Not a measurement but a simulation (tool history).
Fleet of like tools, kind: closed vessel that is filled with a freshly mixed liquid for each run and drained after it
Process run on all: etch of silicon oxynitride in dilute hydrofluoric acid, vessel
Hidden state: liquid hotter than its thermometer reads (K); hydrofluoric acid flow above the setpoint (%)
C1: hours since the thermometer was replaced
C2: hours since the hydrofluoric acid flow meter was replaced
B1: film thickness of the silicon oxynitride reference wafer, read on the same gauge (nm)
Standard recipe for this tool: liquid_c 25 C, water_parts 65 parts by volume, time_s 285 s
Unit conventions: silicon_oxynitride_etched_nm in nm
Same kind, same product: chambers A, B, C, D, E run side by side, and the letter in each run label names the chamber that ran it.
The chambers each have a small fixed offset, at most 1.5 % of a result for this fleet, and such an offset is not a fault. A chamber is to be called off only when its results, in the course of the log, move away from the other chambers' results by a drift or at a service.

run 1C hour=10.7 | liquid_c=25 water_parts=65 time_s=285 | C1=203.3 C2=368.9 | B1=109.98 | silicon_oxynitride_etched_nm=7.4078
run 2A hour=17.3 | liquid_c=25 water_parts=65 time_s=285 | C1=104.5 C2=1314.4 | B1=109.99 | silicon_oxynitride_etched_nm=7.5544
run 3D hour=23.6 | liquid_c=25 water_parts=65 time_s=285 | C1=1906.4 C2=684.3 | B1=110.04 | silicon_oxynitride_etched_nm=7.3903
run 4E hour=33.4 | liquid_c=25 water_parts=65 time_s=285 | C1=212.7 C2=1262.4 | B1=109.99 | silicon_oxynitride_etched_nm=7.3011
run 5B hour=42.8 | liquid_c=25 water_parts=65 time_s=285 | C1=1790.3 C2=933.5 | B1=110.01 | silicon_oxynitride_etched_nm=7.3747
run 6A hour=50.4 | liquid_c=25 water_parts=65 time_s=285 | C1=137.6 C2=1347.5 | B1=109.99 | silicon_oxynitride_etched_nm=7.464
run 7B hour=55.5 | liquid_c=29.5 water_parts=75 time_s=285 | C1=1803 C2=946.2 | B1=109.99 | silicon_oxynitride_etched_nm=7.6572
-- hour=58.3 chamber A: hydrofluoric acid flow meter replaced
run 8E hour=62.3 | liquid_c=29.5 water_parts=75 time_s=285 | C1=241.6 C2=1291.3 | B1=110 | silicon_oxynitride_etched_nm=7.767
run 9C hour=67.7 | liquid_c=29.5 water_parts=75 time_s=285 | C1=260.3 C2=425.9 | B1=109.99 | silicon_oxynitride_etched_nm=7.7871
run 10D hour=76.3 | liquid_c=29.5 water_parts=75 time_s=285 | C1=1959.1 C2=737 | B1=110 | silicon_oxynitride_etched_nm=7.8239
run 11D hour=85.5 | liquid_c=29.5 water_parts=75 time_s=285 | C1=1968.3 C2=746.2 | B1=109.99 | silicon_oxynitride_etched_nm=7.8455
run 12C hour=90.5 | liquid_c=25 water_parts=40 time_s=395 | C1=283.1 C2=448.7 | B1=110.02 | silicon_oxynitride_etched_nm=17.251
run 13A hour=96.8 | liquid_c=25 water_parts=40 time_s=395 | C1=184 C2=38.6 | B1=110 | silicon_oxynitride_etched_nm=16.772
run 14E hour=106.8 | liquid_c=25 water_parts=40 time_s=395 | C1=286.1 C2=1335.8 | B1=110.01 | silicon_oxynitride_etched_nm=17.077
run 15B hour=112.4 | liquid_c=25 water_parts=40 time_s=395 | C1=1859.9 C2=1003.1 | B1=110.02 | silicon_oxynitride_etched_nm=17.389
run 16D hour=122.4 | liquid_c=25 water_parts=40 time_s=395 | C1=2005.2 C2=783.1 | B1=109.99 | silicon_oxynitride_etched_nm=16.992
-- hour=132 chamber E: hydrofluoric acid flow meter replaced
run 17A hour=132.3 | liquid_c=25 water_parts=65 time_s=285 | C1=219.5 C2=74.1 | B1=110.03 | silicon_oxynitride_etched_nm=7.4283
run 18B hour=140.7 | liquid_c=25 water_parts=65 time_s=285 | C1=1888.2 C2=1031.4 | B1=109.99 | silicon_oxynitride_etched_nm=7.3352
run 19E hour=146 | liquid_c=25 water_parts=65 time_s=285 | C1=325.3 C2=14 | B1=110.01 | silicon_oxynitride_etched_nm=7.3216
run 20C hour=153.2 | liquid_c=25 water_parts=65 time_s=285 | C1=345.8 C2=511.4 | B1=110.01 | silicon_oxynitride_etched_nm=7.6073
run 21A hour=161.5 | liquid_c=25 water_parts=65 time_s=285 | C1=248.7 C2=103.3 | B1=110 | silicon_oxynitride_etched_nm=7.4444
run 22C hour=166.8 | liquid_c=25 water_parts=65 time_s=285 | C1=359.4 C2=525 | B1=110 | silicon_oxynitride_etched_nm=7.718
run 23E hour=174 | liquid_c=25 water_parts=65 time_s=285 | C1=353.3 C2=42 | B1=110.01 | silicon_oxynitride_etched_nm=7.4314
run 24B hour=182.8 | liquid_c=25 water_parts=65 time_s=285 | C1=1930.3 C2=1073.5 | B1=109.97 | silicon_oxynitride_etched_nm=7.4035
run 25D hour=188.9 | liquid_c=25 water_parts=65 time_s=285 | C1=2071.7 C2=849.6 | B1=110 | silicon_oxynitride_etched_nm=7.5255
run 26A hour=197 | liquid_c=23.5 water_parts=65 time_s=285 | C1=284.2 C2=138.8 | B1=110 | silicon_oxynitride_etched_nm=6.8796
run 27E hour=201.7 | liquid_c=23.5 water_parts=65 time_s=285 | C1=381 C2=69.7 | B1=109.98 | silicon_oxynitride_etched_nm=6.8949
run 28D hour=207.8 | liquid_c=23.5 water_parts=65 time_s=285 | C1=2090.6 C2=868.5 | B1=110 | silicon_oxynitride_etched_nm=7.0141
-- hour=215.6 chamber B: thermometer replaced
run 29C hour=218.5 | liquid_c=23.5 water_parts=65 time_s=285 | C1=411.1 C2=576.7 | B1=109.99 | silicon_oxynitride_etched_nm=7.377
run 30B hour=225 | liquid_c=23.5 water_parts=65 time_s=285 | C1=9.5 C2=1115.7 | B1=109.99 | silicon_oxynitride_etched_nm=6.7437
run 31B hour=235.5 | liquid_c=25 water_parts=45 time_s=350 | C1=20 C2=1126.2 | B1=110.01 | silicon_oxynitride_etched_nm=13.159

Which is it: a chamber that has drifted or been left off by a service, a gauge drift common to all chambers, or only each chamber's usual small offset? If a chamber is off, name it and its likeliest cause.

One chamber, C, drifts off from the rest bit by bit.
Likeliest cause: hydrofluoric acid flow above the setpoint (%) = 6.46.
The log might look much the same if the cause were instead: liquid hotter than its thermometer reads (K).

Which of the 4 candidates below, each the usual settings with something changed and its results left as question marks, puts chamber C back in line with what the other chambers give on the usual settings?
In-line tolerance around the mean of the other chambers on the usual settings: silicon_oxynitride_etched_nm 0.2 nm
run 32C-1 hour=243.3 | liquid_c=24.5 water_parts=65 time_s=260 | silicon_oxynitride_etched_nm=?
run 32C-2 hour=243.3 | liquid_c=25 water_parts=65 time_s=265 | silicon_oxynitride_etched_nm=?
run 32C-3 hour=243.3 | liquid_c=25 water_parts=60 time_s=285 | silicon_oxynitride_etched_nm=?
run 32C-4 hour=243.3 | liquid_c=25.5 water_parts=65 time_s=315 | silicon_oxynitride_etched_nm=?

The mean the other chambers reach with the usual settings: silicon_oxynitride_etched_nm 7.3893 nm
run=32C-1 silicon_oxynitride_etched_nm=7.1037
run=32C-2 silicon_oxynitride_etched_nm=7.4167
run=32C-3 silicon_oxynitride_etched_nm=8.6675
run=32C-4 silicon_oxynitride_etched_nm=9.03
Change 32C-2 lands the chamber within the allowed miss of the other chambers.
